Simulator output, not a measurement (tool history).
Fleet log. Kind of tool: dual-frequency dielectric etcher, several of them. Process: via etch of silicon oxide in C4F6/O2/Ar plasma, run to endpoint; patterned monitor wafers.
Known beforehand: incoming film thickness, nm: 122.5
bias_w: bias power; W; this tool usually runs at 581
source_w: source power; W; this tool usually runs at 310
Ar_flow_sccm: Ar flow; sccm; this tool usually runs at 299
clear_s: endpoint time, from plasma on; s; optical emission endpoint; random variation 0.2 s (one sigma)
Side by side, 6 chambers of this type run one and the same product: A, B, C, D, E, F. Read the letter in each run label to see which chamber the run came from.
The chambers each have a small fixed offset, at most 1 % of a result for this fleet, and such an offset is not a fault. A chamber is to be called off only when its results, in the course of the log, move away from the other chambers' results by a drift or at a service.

| run | hour | bias_w | source_w | Ar_flow_sccm | hours since the last wet clean | hours since the last bias power generator calibration | hours since the last source power generator calibration | hours since the last Ar flow controller change | clear_s |
|---|---|---|---|---|---|---|---|---|---|
| 1C | 1.9 | 581 | 310 | 299 | 110.4 | 2122.7 | 2140.8 | 1590.0 | 27.740 |
| 2E | 5.2 | 581 | 310 | 299 | 190.4 | 1178.0 | 2316.4 | 892.8 | 27.903 |
| 3A | 8.8 | 581 | 310 | 299 | 60.4 | 1156.7 | 3581.5 | 912.6 | 27.733 |
| 4D | 11.3 | 581 | 310 | 299 | 469.8 | 2741.6 | 505.4 | 1410.4 | 28.080 |
| 5F | 13.7 | 581 | 310 | 299 | 292.5 | 1590.9 | 388.0 | 2139.1 | 28.295 |
| 6B | 16.1 | 581 | 310 | 299 | 336.2 | 3583.6 | 672.1 | 1258.2 | 27.983 |
| 7E | 19.8 | 581 | 310 | 299 | 205.0 | 1192.6 | 2331.0 | 907.4 | 27.758 |
| 8B | 23.5 | 581 | 310 | 299 | 343.6 | 3591.0 | 679.5 | 1265.6 | 27.716 |
| 9C | 27.5 | 581 | 310 | 299 | 136.0 | 2148.3 | 2166.4 | 1615.6 | 27.946 |
| 10A | 30.5 | 581 | 310 | 299 | 82.1 | 1178.4 | 3603.2 | 934.3 | 28.025 |
| 11F | 34.2 | 581 | 310 | 299 | 313.0 | 1611.4 | 408.5 | 2159.6 | 27.806 |
| 12D | 36.8 | 581 | 310 | 299 | 495.3 | 2767.1 | 530.9 | 1435.9 | 28.365 |
|  | 39.7 | chamber D: wet clean of the chamber |
| 13C | 41.1 | 524 | 270 | 299 | 149.6 | 2161.9 | 2180.0 | 1629.2 | 30.969 |
| 14D | 44.0 | 524 | 270 | 299 | 4.3 | 2774.3 | 538.1 | 1443.1 | 30.592 |
|  | 46.2 | chamber F: wet clean of the chamber |
| 15E | 48.0 | 524 | 270 | 299 | 233.2 | 1220.8 | 2359.2 | 935.6 | 30.783 |
| 16B | 51.8 | 524 | 270 | 299 | 371.9 | 3619.3 | 707.8 | 1293.9 | 30.312 |
| 17A | 55.6 | 524 | 270 | 299 | 107.2 | 1203.5 | 3628.3 | 959.4 | 30.979 |
| 18F | 59.8 | 524 | 270 | 299 | 13.7 | 1637.0 | 434.1 | 2185.2 | 30.288 |
| 19E | 63.6 | 581 | 310 | 299 | 248.8 | 1236.4 | 2374.8 | 951.2 | 28.119 |
| 20F | 67.8 | 581 | 310 | 299 | 21.7 | 1645.0 | 442.1 | 2193.2 | 28.024 |
| 21A | 69.7 | 581 | 310 | 299 | 121.3 | 1217.6 | 3642.4 | 973.5 | 28.285 |
| 22C | 73.6 | 581 | 310 | 299 | 182.1 | 2194.4 | 2212.5 | 1661.7 | 27.857 |
| 23B | 77.1 | 581 | 310 | 299 | 397.2 | 3644.6 | 733.1 | 1319.2 | 27.952 |
| 24D | 81.4 | 581 | 310 | 299 | 41.7 | 2811.7 | 575.5 | 1480.5 | 28.133 |
| 25E | 83.4 | 581 | 310 | 299 | 268.6 | 1256.2 | 2394.6 | 971.0 | 28.208 |
| 26B | 85.5 | 581 | 310 | 299 | 405.6 | 3653.0 | 741.5 | 1327.6 | 27.853 |
| 27C | 87.8 | 581 | 310 | 299 | 196.3 | 2208.6 | 2226.7 | 1675.9 | 27.757 |
| 28D | 92.1 | 581 | 310 | 299 | 52.4 | 2822.4 | 586.2 | 1491.2 | 28.387 |
| 29F | 95.4 | 581 | 350 | 299 | 49.3 | 1672.6 | 469.7 | 2220.8 | 26.417 |
| 30A | 98.5 | 581 | 350 | 299 | 150.1 | 1246.4 | 3671.2 | 1002.3 | 26.580 |
| 31A | 101.1 | 581 | 350 | 299 | 152.7 | 1249.0 | 3673.8 | 1004.9 | 26.414 |
| 32F | 103.3 | 581 | 350 | 299 | 57.2 | 1680.5 | 477.6 | 2228.7 | 26.752 |
| 33D | 106.6 | 581 | 350 | 299 | 66.9 | 2836.9 | 600.7 | 1505.7 | 26.817 |
| 34E | 108.6 | 581 | 350 | 299 | 293.8 | 1281.4 | 2419.8 | 996.2 | 26.727 |
| 35B | 111.4 | 581 | 310 | 299 | 431.5 | 3678.9 | 767.4 | 1353.5 | 27.900 |
| 36C | 115.2 | 581 | 310 | 299 | 223.7 | 2236.0 | 2254.1 | 1703.3 | 27.860 |
| 37E | 119.4 | 581 | 310 | 299 | 304.6 | 1292.2 | 2430.6 | 1007.0 | 27.850 |
|  | 120.2 | chamber D: bias power generator calibrated |
| 38B | 122.0 | 483 | 280 | 299 | 442.1 | 3689.5 | 778.0 | 1364.1 | 30.794 |
| 39D | 124.0 | 483 | 280 | 299 | 84.3 | 3.8 | 618.1 | 1523.1 | 31.470 |
| 40C | 127.7 | 483 | 280 | 299 | 236.2 | 2248.5 | 2266.6 | 1715.8 | 30.982 |
| 41F | 130.9 | 483 | 280 | 299 | 84.8 | 1708.1 | 505.2 | 2256.3 | 31.088 |
| 42A | 133.3 | 483 | 280 | 299 | 184.9 | 1281.2 | 3706.0 | 1037.1 | 31.069 |

Predict what each chamber gives when all 6 of them run the settings below next.
| 43A | 136.4 | 672 | 310 | 299 |  |  |  |  | ? |
| 43B | 136.4 | 672 | 310 | 299 |  |  |  |  | ? |
| 43C | 136.4 | 672 | 310 | 299 |  |  |  |  | ? |
| 43D | 136.4 | 672 | 310 | 299 |  |  |  |  | ? |
| 43E | 136.4 | 672 | 310 | 299 |  |  |  |  | ? |
| 43F | 136.4 | 672 | 310 | 299 |  |  |  |  | ? |

| run | clear_s |
|---|---|
| 43A | 26.250 |
| 43B | 26.073 |
| 43C | 26.252 |
| 43D | 26.297 |
| 43E | 26.540 |
| 43F | 26.355 |
